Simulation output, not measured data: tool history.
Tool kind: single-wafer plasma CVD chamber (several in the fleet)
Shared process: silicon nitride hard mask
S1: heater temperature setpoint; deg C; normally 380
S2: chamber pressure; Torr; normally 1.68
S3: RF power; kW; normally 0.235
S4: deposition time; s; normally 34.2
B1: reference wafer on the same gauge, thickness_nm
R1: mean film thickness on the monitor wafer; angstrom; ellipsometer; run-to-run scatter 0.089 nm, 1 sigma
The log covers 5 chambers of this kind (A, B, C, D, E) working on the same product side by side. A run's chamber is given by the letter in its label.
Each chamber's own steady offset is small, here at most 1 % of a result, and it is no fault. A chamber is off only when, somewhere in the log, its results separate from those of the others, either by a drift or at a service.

run 1A hour=3.7 | S1=380 S2=1.68 S3=0.235 S4=34.2 | B1=35.605 | R1=339.93
run 2E hour=6.8 | S1=380 S2=1.68 S3=0.235 S4=34.2 | B1=35.606 | R1=341.97
run 3C hour=10.2 | S1=380 S2=1.68 S3=0.235 S4=34.2 | B1=35.591 | R1=343.34
run 4B hour=12.2 | S1=380 S2=1.68 S3=0.235 S4=34.2 | B1=35.587 | R1=339.21
run 5D hour=16.3 | S1=380 S2=1.68 S3=0.235 S4=34.2 | B1=35.596 | R1=341.50
-- hour=16.9 chamber A: thermocouple changed; heater temperature recalibrated
run 6D hour=19.0 | S1=380 S2=1.68 S3=0.235 S4=34.2 | B1=35.605 | R1=339.19
run 7A hour=22.3 | S1=380 S2=1.68 S3=0.235 S4=34.2 | B1=35.576 | R1=338.51
run 8B hour=24.4 | S1=380 S2=1.68 S3=0.235 S4=34.2 | B1=35.604 | R1=338.66
run 9C hour=27.7 | S1=380 S2=1.68 S3=0.235 S4=34.2 | B1=35.592 | R1=342.57
run 10E hour=31.9 | S1=380 S2=1.68 S3=0.235 S4=34.2 | B1=35.605 | R1=344.01
run 11C hour=34.9 | S1=380 S2=1.68 S3=0.235 S4=34.2 | B1=35.594 | R1=344.48
run 12B hour=38.5 | S1=380 S2=1.68 S3=0.235 S4=34.2 | B1=35.597 | R1=338.07
run 13E hour=42.1 | S1=380 S2=1.68 S3=0.235 S4=34.2 | B1=35.640 | R1=342.33
run 14A hour=45.3 | S1=380 S2=1.68 S3=0.235 S4=34.2 | B1=35.585 | R1=340.47
run 15D hour=48.5 | S1=380 S2=1.68 S3=0.235 S4=34.2 | B1=35.609 | R1=339.70
run 16C hour=52.1 | S1=374 S2=1.68 S3=0.235 S4=34.2 | B1=35.602 | R1=344.31
run 17A hour=55.8 | S1=374 S2=1.68 S3=0.235 S4=34.2 | B1=35.579 | R1=339.92
-- hour=57.1 chamber E: RF generator calibrated
run 18D hour=58.9 | S1=374 S2=1.68 S3=0.235 S4=34.2 | B1=35.606 | R1=339.95
run 19E hour=62.9 | S1=374 S2=1.68 S3=0.235 S4=34.2 | B1=35.610 | R1=342.71
run 20B hour=65.0 | S1=374 S2=1.68 S3=0.235 S4=34.2 | B1=35.611 | R1=338.47
run 21B hour=68.8 | S1=380 S2=1.68 S3=0.235 S4=34.2 | B1=35.601 | R1=338.63
run 22D hour=72.9 | S1=380 S2=1.68 S3=0.235 S4=34.2 | B1=35.623 | R1=340.62
run 23E hour=76.4 | S1=380 S2=1.68 S3=0.235 S4=34.2 | B1=35.608 | R1=342.73
run 24A hour=79.3 | S1=380 S2=1.68 S3=0.235 S4=34.2 | B1=35.594 | R1=339.39
run 25C hour=82.3 | S1=380 S2=1.68 S3=0.235 S4=34.2 | B1=35.596 | R1=342.71
run 26E hour=86.1 | S1=380 S2=1.68 S3=0.235 S4=34.2 | B1=35.586 | R1=341.91
run 27B hour=88.7 | S1=380 S2=1.68 S3=0.235 S4=34.2 | B1=35.620 | R1=339.12
run 28C hour=91.4 | S1=380 S2=1.68 S3=0.235 S4=34.2 | B1=35.624 | R1=344.09
run 29A hour=94.8 | S1=380 S2=1.68 S3=0.235 S4=34.2 | B1=35.606 | R1=339.59
run 30D hour=97.6 | S1=380 S2=1.68 S3=0.235 S4=34.2 | B1=35.611 | R1=341.03
run 31C hour=100.2 | S1=380 S2=1.68 S3=0.235 S4=34.2 | B1=35.613 | R1=343.29
run 32B hour=103.7 | S1=380 S2=1.68 S3=0.235 S4=34.2 | B1=35.605 | R1=338.87
-- hour=104.3 chamber D: RF generator calibrated
run 33E hour=106.9 | S1=380 S2=1.68 S3=0.235 S4=34.2 | B1=35.602 | R1=341.76
run 34D hour=110.5 | S1=380 S2=1.68 S3=0.235 S4=34.2 | B1=35.608 | R1=339.25
run 35A hour=113.5 | S1=380 S2=1.68 S3=0.235 S4=34.2 | B1=35.596 | R1=339.35
run 36A hour=116.7 | S1=380 S2=1.68 S3=0.235 S4=34.2 | B1=35.619 | R1=338.12
run 37E hour=120.2 | S1=380 S2=1.88 S3=0.235 S4=34.2 | B1=35.574 | R1=353.33
run 38B hour=123.0 | S1=380 S2=1.88 S3=0.235 S4=34.2 | B1=35.584 | R1=347.85
run 39C hour=126.2 | S1=380 S2=1.88 S3=0.235 S4=34.2 | B1=35.612 | R1=355.22
run 40D hour=129.1 | S1=380 S2=1.88 S3=0.235 S4=34.2 | B1=35.581 | R1=349.92
run 41C hour=131.2 | S1=380 S2=1.88 S3=0.235 S4=34.2 | B1=35.608 | R1=353.46

The same settings go to every chamber for the next run, one line per chamber below. Forecast the results for each:
run 42A hour=134.3 | S1=380 S2=1.68 S3=0.235 S4=34.2 | R1=?
run 42B hour=134.3 | S1=380 S2=1.68 S3=0.235 S4=34.2 | R1=?
run 42C hour=134.3 | S1=380 S2=1.68 S3=0.235 S4=34.2 | R1=?
run 42D hour=134.3 | S1=380 S2=1.68 S3=0.235 S4=34.2 | R1=?
run 42E hour=134.3 | S1=380 S2=1.68 S3=0.235 S4=34.2 | R1=?

run=42A R1=339.22
run=42B R1=336.93
run=42C R1=344.53
run=42D R1=340.58
run=42E R1=342.51

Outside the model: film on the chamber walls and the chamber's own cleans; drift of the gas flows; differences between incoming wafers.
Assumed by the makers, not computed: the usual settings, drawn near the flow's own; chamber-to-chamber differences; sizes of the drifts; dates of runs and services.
